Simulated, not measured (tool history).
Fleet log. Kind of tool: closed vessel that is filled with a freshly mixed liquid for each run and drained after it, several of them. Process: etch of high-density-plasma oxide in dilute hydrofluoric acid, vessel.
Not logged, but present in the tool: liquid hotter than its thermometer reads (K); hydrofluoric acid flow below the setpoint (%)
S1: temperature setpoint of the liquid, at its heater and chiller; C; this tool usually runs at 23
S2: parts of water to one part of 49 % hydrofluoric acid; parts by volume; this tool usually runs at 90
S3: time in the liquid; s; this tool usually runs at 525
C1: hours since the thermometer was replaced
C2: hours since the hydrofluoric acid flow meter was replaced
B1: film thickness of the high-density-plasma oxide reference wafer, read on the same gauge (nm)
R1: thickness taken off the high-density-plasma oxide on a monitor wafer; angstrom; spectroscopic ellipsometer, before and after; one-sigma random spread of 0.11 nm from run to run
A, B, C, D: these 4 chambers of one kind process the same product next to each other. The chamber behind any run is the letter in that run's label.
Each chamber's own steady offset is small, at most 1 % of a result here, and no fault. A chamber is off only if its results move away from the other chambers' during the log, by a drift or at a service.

run	day	S1	S2	S3	C1	C2	B1	R1
1C	0.258	23	90	525	797.4	423.1	50.002	307.27
2B	0.596	23	90	525	664.2	1314.4	50.049	307.57
3A	1.029	23	90	525	230.8	2060.9	50.041	307.74
4D	1.358	23	90	525	736.8	67.6	50.017	306.69
5B	1.558	23	90	525	687.3	1337.5	50.043	306.77
6D	1.892	23	90	525	749.6	80.4	49.966	306.64
7A	2.121	23	90	525	257.0	2087.1	49.979	310.63
8C	2.371	23	90	525	848.1	473.8	49.988	307.45
9D	2.650	23	90	525	767.8	98.6	50.033	305.60
10C	3.062	23	90	525	864.7	490.4	50.023	308.72
11B	3.254	23	90	525	728.0	1378.2	49.981	307.46
# day 3.267: chamber B: hydrofluoric acid flow meter replaced
12A	3.462	23	90	525	289.2	2119.3	49.989	309.95
13D	3.717	23	90	525	793.4	124.2	50.033	306.82
14B	3.954	23	90	525	744.8	16.6	49.980	309.05
15C	4.183	23	90	695	891.6	517.3	49.959	406.58
16A	4.462	23	90	695	313.2	2143.3	50.000	412.81
17D	4.892	23	90	695	821.6	152.4	50.004	405.49
18C	5.208	23	90	695	916.2	541.9	49.986	407.03
19A	5.467	23	90	525	337.3	2167.4	49.967	314.56
20B	5.854	23	90	525	790.4	62.2	50.001	306.01
21A	6.283	23	90	525	356.9	2187.0	50.021	315.95
22B	6.638	23	90	525	809.2	81.0	50.030	310.00
23D	6.988	23	90	525	871.9	202.7	50.022	306.90
24C	7.338	23	105	525	967.3	593.0	50.034	259.33
# day 7.367: chamber A: hydrofluoric acid flow meter replaced
25D	7.588	23	105	525	886.3	217.1	50.030	257.36
26A	7.904	23	105	525	395.8	12.9	50.016	266.63
27B	8.208	23	105	525	846.9	118.7	49.955	260.42
28C	8.450	23	90	770	994.0	619.7	49.998	451.61

One chamber off, gauge drift, or nothing amiss beyond the chambers' own small offsets? If it is a chamber, which one, and what is the likeliest cause?

Chamber A drifts away from the others.
What lies behind it: liquid hotter than its thermometer reads (K) = 0.76.

Below are 4 candidate recipes for chamber A's next run, each the usual settings with a change, their results shown as question marks. Which of them brings A's results back in line with what the other chambers give on the usual settings?
Allowed miss from the other chambers' usual-settings mean, per result, to count as in line: R1 3.80 angstrom
29A-1	8.767	23	90	545				?
29A-2	8.767	23	90	505				?
29A-3	8.767	23	90	495				?
29A-4	8.767	23	90	555				?

What the other chambers average on the usual settings: R1 307.69 angstrom
run	R1
29A-1	330.86
29A-2	306.58
29A-3	300.51
29A-4	336.94
The answer is 29A-2, which returns the chamber to within the allowed miss of the others.

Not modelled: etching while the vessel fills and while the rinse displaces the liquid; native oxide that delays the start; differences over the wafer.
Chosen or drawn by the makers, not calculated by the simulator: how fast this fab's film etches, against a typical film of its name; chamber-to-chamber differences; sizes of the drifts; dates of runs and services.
